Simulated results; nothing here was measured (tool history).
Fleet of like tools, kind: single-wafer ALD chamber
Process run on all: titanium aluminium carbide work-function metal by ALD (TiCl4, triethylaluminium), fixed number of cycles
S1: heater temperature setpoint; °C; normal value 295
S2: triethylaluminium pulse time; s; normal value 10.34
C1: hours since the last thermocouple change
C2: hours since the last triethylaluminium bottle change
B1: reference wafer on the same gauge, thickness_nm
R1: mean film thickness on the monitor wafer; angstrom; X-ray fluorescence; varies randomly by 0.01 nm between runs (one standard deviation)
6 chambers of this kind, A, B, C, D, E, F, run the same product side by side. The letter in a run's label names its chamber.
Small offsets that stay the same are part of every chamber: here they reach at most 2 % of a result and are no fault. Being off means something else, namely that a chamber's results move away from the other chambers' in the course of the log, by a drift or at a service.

Run 1A, hour 9.0: usual settings; C1 428.2; C2 313.9; B1 2.2100. Result: R1 19.796 angstrom.
Run 2B, hour 18.0: usual settings; C1 1493.7; C2 1606.5; B1 2.2086. Result: R1 19.724 angstrom.
Run 3F, hour 27.5: usual settings; C1 748.3; C2 441.0; B1 2.2082. Result: R1 19.540 angstrom.
Run 4C, hour 38.2: usual settings; C1 1868.1; C2 555.5; B1 2.2111. Result: R1 19.253 angstrom.
Run 5D, hour 48.8: usual settings; C1 462.1; C2 1816.8; B1 2.2112. Result: R1 19.599 angstrom.
Run 6E, hour 56.5: usual settings; C1 935.2; C2 1493.2; B1 2.2082. Result: R1 19.327 angstrom.
Run 7B, hour 62.4: usual settings; C1 1538.1; C2 1650.9; B1 2.2081. Result: R1 19.843 angstrom.
Run 8C, hour 67.4: usual settings; C1 1897.3; C2 584.7; B1 2.2109. Result: R1 19.428 angstrom.
Run 9A, hour 74.4: usual settings but S1 281 °C, S2 7.56 s; C1 493.6; C2 379.3; B1 2.2126. Result: R1 17.548 angstrom.
Run 10D, hour 80.8: usual settings but S1 281 °C, S2 7.56 s; C1 494.1; C2 1848.8; B1 2.2102. Result: R1 17.631 angstrom.
Run 11E, hour 90.4: usual settings but S1 281 °C, S2 7.56 s; C1 969.1; C2 1527.1; B1 2.2108. Result: R1 17.421 angstrom.
Run 12F, hour 98.4: usual settings but S1 281 °C, S2 7.56 s; C1 819.2; C2 511.9; B1 2.2101. Result: R1 17.365 angstrom.
Run 13E, hour 106.1: usual settings but S1 281 °C, S2 7.56 s; C1 984.8; C2 1542.8; B1 2.2112. Result: R1 17.464 angstrom.
At hour 111.4: chamber D: triethylaluminium bottle replaced.
Run 14F, hour 112.0: usual settings but S1 281 °C, S2 7.56 s; C1 832.8; C2 525.5; B1 2.2094. Result: R1 17.592 angstrom.
Run 15D, hour 118.5: usual settings; C1 531.8; C2 7.2; B1 2.2090. Result: R1 19.588 angstrom.
Run 16B, hour 129.3: usual settings; C1 1605.0; C2 1717.8; B1 2.2108. Result: R1 19.708 angstrom.
Run 17C, hour 135.0: usual settings; C1 1964.9; C2 652.3; B1 2.2113. Result: R1 19.265 angstrom.
At hour 139.6: chamber F: triethylaluminium bottle replaced.
Run 18A, hour 146.6: usual settings; C1 565.8; C2 451.5; B1 2.2120. Result: R1 19.741 angstrom.
Run 19C, hour 157.7: usual settings; C1 1987.6; C2 675.0; B1 2.2130. Result: R1 19.311 angstrom.
Run 20A, hour 166.4: usual settings; C1 585.6; C2 471.3; B1 2.2094. Result: R1 19.832 angstrom.
Run 21E, hour 177.0: usual settings; C1 1055.7; C2 1613.7; B1 2.2100. Result: R1 19.449 angstrom.
Run 22B, hour 183.5: usual settings; C1 1659.2; C2 1772.0; B1 2.2116. Result: R1 19.718 angstrom.
Run 23F, hour 188.5: usual settings; C1 909.3; C2 48.9; B1 2.2115. Result: R1 19.611 angstrom.
At hour 190.9: chamber B: thermocouple changed; heater temperature recalibrated.
Run 24D, hour 197.4: usual settings; C1 610.7; C2 86.1; B1 2.2065. Result: R1 19.628 angstrom.
At hour 199.6: chamber B: triethylaluminium bottle replaced.
Run 25A, hour 205.5: usual settings; C1 624.7; C2 510.4; B1 2.2123. Result: R1 19.658 angstrom.
Run 26F, hour 214.0: usual settings; C1 934.8; C2 74.4; B1 2.2101. Result: R1 19.583 angstrom.
Run 27C, hour 221.1: usual settings; C1 2051.0; C2 738.4; B1 2.2108. Result: R1 19.360 angstrom.
Run 28B, hour 229.1: usual settings but S2 8.28 s; C1 38.3; C2 29.6; B1 2.2068. Result: R1 18.961 angstrom.
Run 29E, hour 238.9: usual settings but S2 8.28 s; C1 1117.6; C2 1675.6; B1 2.2091. Result: R1 19.019 angstrom.
At hour 239.6: chamber C: thermocouple changed; heater temperature recalibrated.
Run 30D, hour 248.6: usual settings but S2 8.28 s; C1 661.9; C2 137.3; B1 2.2101. Result: R1 19.070 angstrom.
Run 31F, hour 258.1: usual settings but S2 8.28 s; C1 978.9; C2 118.5; B1 2.2089. Result: R1 18.933 angstrom.
Run 32D, hour 263.7: usual settings but S2 8.28 s; C1 677.0; C2 152.4; B1 2.2065. Result: R1 19.009 angstrom.
Run 33A, hour 273.2: usual settings but S2 8.28 s; C1 692.4; C2 578.1; B1 2.2100. Result: R1 19.179 angstrom.
Run 34E, hour 284.3: usual settings but S1 281 °C, S2 7.27 s; C1 1163.0; C2 1721.0; B1 2.2104. Result: R1 17.164 angstrom.
At hour 295.1: chamber E: thermocouple changed; heater temperature recalibrated.
Run 35B, hour 295.7: usual settings but S1 281 °C, S2 7.27 s; C1 104.9; C2 96.2; B1 2.2086. Result: R1 17.547 angstrom.
Run 36C, hour 304.3: usual settings but S1 281 °C, S2 7.27 s; C1 64.8; C2 821.6; B1 2.2079. Result: R1 17.251 angstrom.
Run 37A, hour 312.5: usual settings but S1 281 °C, S2 7.27 s; C1 731.7; C2 617.4; B1 2.2137. Result: R1 17.653 angstrom.
Run 38B, hour 320.8: usual settings but S1 281 °C, S2 7.27 s; C1 130.0; C2 121.3; B1 2.2084. Result: R1 17.467 angstrom.
Run 39C, hour 328.9: usual settings but S1 281 °C, S2 7.27 s; C1 89.4; C2 846.2; B1 2.2105. Result: R1 17.180 angstrom.
Run 40E, hour 338.5: usual settings; C1 43.5; C2 1775.2; B1 2.2090. Result: R1 19.642 angstrom.
Run 41F, hour 346.7: usual settings; C1 1067.5; C2 207.1; B1 2.2075. Result: R1 19.477 angstrom.
Run 42D, hour 354.3: usual settings but S1 282 °C; C1 767.6; C2 243.0; B1 2.2101. Result: R1 18.623 angstrom.
Run 43A, hour 360.1: usual settings but S1 282 °C; C1 779.3; C2 665.0; B1 2.2111. Result: R1 18.659 angstrom.

All chambers now run identical settings, listed one chamber a line with results as question marks. What results will each chamber show?
Run 44A, hour 368.4: usual settings but S1 290 °C. Result: R1 ?.
Run 44B, hour 368.4: usual settings but S1 290 °C. Result: R1 ?.
Run 44C, hour 368.4: usual settings but S1 290 °C. Result: R1 ?.
Run 44D, hour 368.4: usual settings but S1 290 °C. Result: R1 ?.
Run 44E, hour 368.4: usual settings but S1 290 °C. Result: R1 ?.
Run 44F, hour 368.4: usual settings but S1 290 °C. Result: R1 ?.

run      R1
44A  19.380
44B  19.215
44C  18.964
44D  19.230
44E  19.255
44F  19.201
